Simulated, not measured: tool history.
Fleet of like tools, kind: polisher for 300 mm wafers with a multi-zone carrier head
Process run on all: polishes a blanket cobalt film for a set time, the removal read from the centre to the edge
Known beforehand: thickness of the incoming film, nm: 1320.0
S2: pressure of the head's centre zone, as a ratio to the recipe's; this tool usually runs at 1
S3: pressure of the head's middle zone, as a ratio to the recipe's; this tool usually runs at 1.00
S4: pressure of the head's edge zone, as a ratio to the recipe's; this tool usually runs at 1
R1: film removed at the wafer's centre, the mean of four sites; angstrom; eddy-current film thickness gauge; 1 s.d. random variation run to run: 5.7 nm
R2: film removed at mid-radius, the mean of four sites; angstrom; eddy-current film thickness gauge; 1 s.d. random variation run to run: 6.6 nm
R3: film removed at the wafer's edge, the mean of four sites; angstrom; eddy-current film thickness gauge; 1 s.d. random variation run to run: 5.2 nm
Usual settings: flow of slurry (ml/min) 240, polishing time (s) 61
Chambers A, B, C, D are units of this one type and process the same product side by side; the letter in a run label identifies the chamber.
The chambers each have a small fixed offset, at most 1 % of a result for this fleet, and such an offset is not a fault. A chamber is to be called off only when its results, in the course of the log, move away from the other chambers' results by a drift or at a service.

{"hour": 1.6, "done": "chamber D: worn pad replaced by a new one"}
{"run": "1C", "hour": 4.7, "flow of slurry (ml/min)": 240, "S2": 1, "S3": 1.0, "S4": 1, "polishing time (s)": 61, "R1": 5388.9, "R2": 5339.9, "R3": 5356.6}
{"hour": 10.5, "done": "chamber B: worn pad replaced by a new one"}
{"run": "2B", "hour": 12.1, "flow of slurry (ml/min)": 240, "S2": 1, "S3": 1.0, "S4": 1, "polishing time (s)": 61, "R1": 5303.8, "R2": 5250.5, "R3": 5302.8}
{"run": "3D", "hour": 19.7, "flow of slurry (ml/min)": 240, "S2": 1, "S3": 1.0, "S4": 1, "polishing time (s)": 61, "R1": 5196.1, "R2": 5344.9, "R3": 5319.7}
{"hour": 21.6, "done": "chamber C: worn pad replaced by a new one"}
{"run": "4A", "hour": 24.0, "flow of slurry (ml/min)": 240, "S2": 1, "S3": 1.0, "S4": 1, "polishing time (s)": 61, "R1": 5331.3, "R2": 5324.8, "R3": 5288.3}
{"run": "5C", "hour": 30.9, "flow of slurry (ml/min)": 240, "S2": 1, "S3": 1.0, "S4": 1, "polishing time (s)": 61, "R1": 5262.4, "R2": 5369.9, "R3": 5428.6}
{"run": "6B", "hour": 36.0, "flow of slurry (ml/min)": 240, "S2": 1, "S3": 1.0, "S4": 1, "polishing time (s)": 61, "R1": 5225.4, "R2": 5257.8, "R3": 5232.5}
{"run": "7D", "hour": 39.9, "flow of slurry (ml/min)": 240, "S2": 1, "S3": 1.0, "S4": 1, "polishing time (s)": 61, "R1": 5369.1, "R2": 5361.5, "R3": 5311.3}
{"run": "8A", "hour": 45.1, "flow of slurry (ml/min)": 240, "S2": 1, "S3": 1.0, "S4": 1, "polishing time (s)": 61, "R1": 5367.8, "R2": 5202.9, "R3": 5251.6}
{"run": "9B", "hour": 50.4, "flow of slurry (ml/min)": 240, "S2": 1, "S3": 1.0, "S4": 1, "polishing time (s)": 61, "R1": 5382.6, "R2": 5205.0, "R3": 5360.7}
{"run": "10C", "hour": 55.5, "flow of slurry (ml/min)": 240, "S2": 1, "S3": 1.0, "S4": 1, "polishing time (s)": 61, "R1": 5364.2, "R2": 5380.6, "R3": 5370.2}
{"hour": 58.7, "done": "chamber B: worn pad replaced by a new one"}
{"hour": 58.8, "done": "chamber B: slurry nozzle cleaned"}
{"hour": 61.7, "done": "chamber A: worn pad replaced by a new one"}
{"run": "11D", "hour": 63.0, "flow of slurry (ml/min)": 240, "S2": 1, "S3": 1.0, "S4": 1, "polishing time (s)": 61, "R1": 5358.0, "R2": 5323.5, "R3": 5358.4}
{"run": "12A", "hour": 69.1, "flow of slurry (ml/min)": 240, "S2": 1, "S3": 1.0, "S4": 1, "polishing time (s)": 61, "R1": 5327.6, "R2": 5275.6, "R3": 5259.1}
{"run": "13C", "hour": 74.1, "flow of slurry (ml/min)": 240, "S2": 1, "S3": 1.0, "S4": 1, "polishing time (s)": 61, "R1": 5442.7, "R2": 5351.5, "R3": 5374.9}
{"hour": 77.5, "done": "chamber C: worn pad replaced by a new one"}
{"hour": 77.9, "done": "chamber D: worn pad replaced by a new one"}
{"run": "14A", "hour": 80.8, "flow of slurry (ml/min)": 240, "S2": 1, "S3": 1.0, "S4": 1, "polishing time (s)": 61, "R1": 5347.2, "R2": 5445.2, "R3": 5348.8}
{"hour": 81.7, "done": "chamber C: slurry nozzle cleaned"}
{"run": "15B", "hour": 87.8, "flow of slurry (ml/min)": 240, "S2": 1, "S3": 1.0, "S4": 1, "polishing time (s)": 61, "R1": 5209.3, "R2": 5278.5, "R3": 5355.4}
{"run": "16D", "hour": 92.0, "flow of slurry (ml/min)": 240, "S2": 1, "S3": 1.0, "S4": 1, "polishing time (s)": 61, "R1": 5331.7, "R2": 5391.5, "R3": 5333.2}
{"run": "17C", "hour": 99.3, "flow of slurry (ml/min)": 240, "S2": 1, "S3": 1.0, "S4": 1, "polishing time (s)": 61, "R1": 5278.8, "R2": 5463.7, "R3": 5336.0}
{"run": "18B", "hour": 104.0, "flow of slurry (ml/min)": 240, "S2": 1, "S3": 1.0, "S4": 1, "polishing time (s)": 61, "R1": 5332.2, "R2": 5337.1, "R3": 5368.0}
{"hour": 111.8, "done": "chamber A: slurry nozzle cleaned"}
{"run": "19D", "hour": 112.6, "flow of slurry (ml/min)": 240, "S2": 1, "S3": 1.0, "S4": 1, "polishing time (s)": 61, "R1": 5374.5, "R2": 5438.4, "R3": 5360.9}
{"hour": 115.4, "done": "chamber B: worn pad replaced by a new one"}
{"run": "20A", "hour": 118.0, "flow of slurry (ml/min)": 240, "S2": 1, "S3": 1.0, "S4": 1, "polishing time (s)": 61, "R1": 5290.5, "R2": 5359.6, "R3": 5315.1}
{"hour": 124.4, "done": "chamber A: worn pad replaced by a new one"}
{"run": "21A", "hour": 124.7, "flow of slurry (ml/min)": 240, "S2": 1, "S3": 1.0, "S4": 1, "polishing time (s)": 61, "R1": 5359.5, "R2": 5298.2, "R3": 5315.7}
{"hour": 130.5, "done": "chamber D: centre zone pressure recalibrated"}
{"run": "22C", "hour": 132.7, "flow of slurry (ml/min)": 240, "S2": 1, "S3": 1.0, "S4": 1, "polishing time (s)": 61, "R1": 5365.5, "R2": 5339.4, "R3": 5423.6}
{"hour": 133.0, "done": "chamber C: worn pad replaced by a new one"}
{"run": "23B", "hour": 137.6, "flow of slurry (ml/min)": 240, "S2": 1, "S3": 1.0, "S4": 1, "polishing time (s)": 61, "R1": 5264.0, "R2": 5199.6, "R3": 5360.2}
{"run": "24D", "hour": 142.6, "flow of slurry (ml/min)": 240, "S2": 1, "S3": 1.0, "S4": 1, "polishing time (s)": 61, "R1": 4767.9, "R2": 5203.8, "R3": 5313.0}
{"run": "25D", "hour": 147.5, "flow of slurry (ml/min)": 240, "S2": 1, "S3": 1.0, "S4": 1, "polishing time (s)": 61, "R1": 4809.1, "R2": 5286.7, "R3": 5395.7}
{"run": "26B", "hour": 151.7, "flow of slurry (ml/min)": 240, "S2": 1, "S3": 1.0, "S4": 1, "polishing time (s)": 61, "R1": 5235.9, "R2": 5322.6, "R3": 5343.7}
{"run": "27C", "hour": 157.2, "flow of slurry (ml/min)": 240, "S2": 1, "S3": 1.0, "S4": 1, "polishing time (s)": 61, "R1": 5263.4, "R2": 5357.6, "R3": 5325.4}
{"hour": 162.2, "done": "chamber D: worn pad replaced by a new one"}
{"run": "28A", "hour": 164.7, "flow of slurry (ml/min)": 240, "S2": 1, "S3": 1.0, "S4": 1, "polishing time (s)": 61, "R1": 5410.9, "R2": 5338.9, "R3": 5332.1}
{"hour": 166.4, "done": "chamber B: worn pad replaced by a new one"}
{"run": "29C", "hour": 169.7, "flow of slurry (ml/min)": 240, "S2": 1, "S3": 1.0, "S4": 1, "polishing time (s)": 61, "R1": 5291.0, "R2": 5389.9, "R3": 5412.1}
{"run": "30D", "hour": 177.3, "flow of slurry (ml/min)": 240, "S2": 1, "S3": 1.0, "S4": 1, "polishing time (s)": 61, "R1": 4823.8, "R2": 5231.6, "R3": 5318.5}
{"run": "31A", "hour": 185.2, "flow of slurry (ml/min)": 240, "S2": 1, "S3": 1.0, "S4": 1, "polishing time (s)": 61, "R1": 5349.5, "R2": 5319.6, "R3": 5289.2}
{"hour": 186.4, "done": "chamber C: worn pad replaced by a new one"}
{"run": "32B", "hour": 194.0, "flow of slurry (ml/min)": 240, "S2": 1, "S3": 1.0, "S4": 1, "polishing time (s)": 61, "R1": 5317.5, "R2": 5386.7, "R3": 5404.3}
{"hour": 195.5, "done": "chamber A: worn pad replaced by a new one"}
{"run": "33D", "hour": 201.1, "flow of slurry (ml/min)": 240, "S2": 1, "S3": 1.0, "S4": 1, "polishing time (s)": 61, "R1": 4916.2, "R2": 5359.4, "R3": 5415.3}
{"run": "34B", "hour": 205.0, "flow of slurry (ml/min)": 240, "S2": 1, "S3": 1.0, "S4": 1, "polishing time (s)": 61, "R1": 5256.6, "R2": 5247.0, "R3": 5388.3}
{"run": "35C", "hour": 210.6, "flow of slurry (ml/min)": 240, "S2": 1, "S3": 1.0, "S4": 1, "polishing time (s)": 54, "R1": 4669.2, "R2": 4745.9, "R3": 4732.6}
{"run": "36A", "hour": 218.3, "flow of slurry (ml/min)": 240, "S2": 1, "S3": 1.0, "S4": 1, "polishing time (s)": 54, "R1": 4728.2, "R2": 4697.2, "R3": 4681.4}
{"run": "37A", "hour": 222.3, "flow of slurry (ml/min)": 240, "S2": 1, "S3": 1.0, "S4": 1, "polishing time (s)": 54, "R1": 4678.4, "R2": 4690.6, "R3": 4678.1}
{"hour": 226.3, "done": "chamber B: worn pad replaced by a new one"}
{"run": "38D", "hour": 226.3, "flow of slurry (ml/min)": 240, "S2": 1, "S3": 1.0, "S4": 1, "polishing time (s)": 54, "R1": 4267.0, "R2": 4668.6, "R3": 4700.9}
{"run": "39B", "hour": 230.7, "flow of slurry (ml/min)": 240, "S2": 1, "S3": 1.0, "S4": 1, "polishing time (s)": 61, "R1": 5225.9, "R2": 5413.6, "R3": 5388.4}
{"run": "40C", "hour": 237.2, "flow of slurry (ml/min)": 240, "S2": 1, "S3": 1.0, "S4": 1, "polishing time (s)": 61, "R1": 5453.4, "R2": 5278.7, "R3": 5311.1}
{"run": "41B", "hour": 241.6, "flow of slurry (ml/min)": 240, "S2": 1, "S3": 1.0, "S4": 1, "polishing time (s)": 61, "R1": 5299.2, "R2": 5237.5, "R3": 5306.7}
{"run": "42A", "hour": 249.0, "flow of slurry (ml/min)": 240, "S2": 1, "S3": 0.96, "S4": 1, "polishing time (s)": 61, "R1": 5345.1, "R2": 5108.7, "R3": 5362.9}

Is one chamber out of step, is the gauge drifting, or do the chambers differ by no more than their own small offsets? For an off chamber, give its letter and the likeliest cause.

The work done on chamber D during a service left it standing apart from the others.
Cause: centre zone's pressure below its setpoint, % = 8.72.

Below are 4 candidate recipes for chamber D's next run, each the usual settings with a change, their results shown as question marks. Which of them brings D's results back in line with what the other chambers give on the usual settings?
In line means no further than this from the other chambers' mean on the usual settings: R1 200.0 angstrom; R2 230.0 angstrom; R3 180.0 angstrom
{"run": "43D-1", "hour": 255.3, "flow of slurry (ml/min)": 235, "S2": 0.93, "S3": 1.0, "S4": 1.03, "polishing time (s)": 60, "R1": "?", "R2": "?", "R3": "?"}
{"run": "43D-2", "hour": 255.3, "flow of slurry (ml/min)": 240, "S2": 0.98, "S3": 1.0, "S4": 1.01, "polishing time (s)": 61, "R1": "?", "R2": "?", "R3": "?"}
{"run": "43D-3", "hour": 255.3, "flow of slurry (ml/min)": 245, "S2": 1.07, "S3": 1.0, "S4": 0.97, "polishing time (s)": 62, "R1": "?", "R2": "?", "R3": "?"}
{"run": "43D-4", "hour": 255.3, "flow of slurry (ml/min)": 240, "S2": 1.02, "S3": 1.0, "S4": 0.99, "polishing time (s)": 61, "R1": "?", "R2": "?", "R3": "?"}

The other chambers' mean on the usual settings: R1 5309.4 angstrom; R2 5327.7 angstrom; R3 5331.4 angstrom
run=43D-1 R1=4359.0 R2=5157.0 R3=5321.0
run=43D-2 R1=4706.6 R2=5255.1 R3=5364.3
run=43D-3 R1=5278.1 R2=5352.1 R3=5348.7
run=43D-4 R1=4916.5 R2=5254.2 R3=5308.6
Change 43D-3 lands the chamber within the allowed miss of the other chambers.
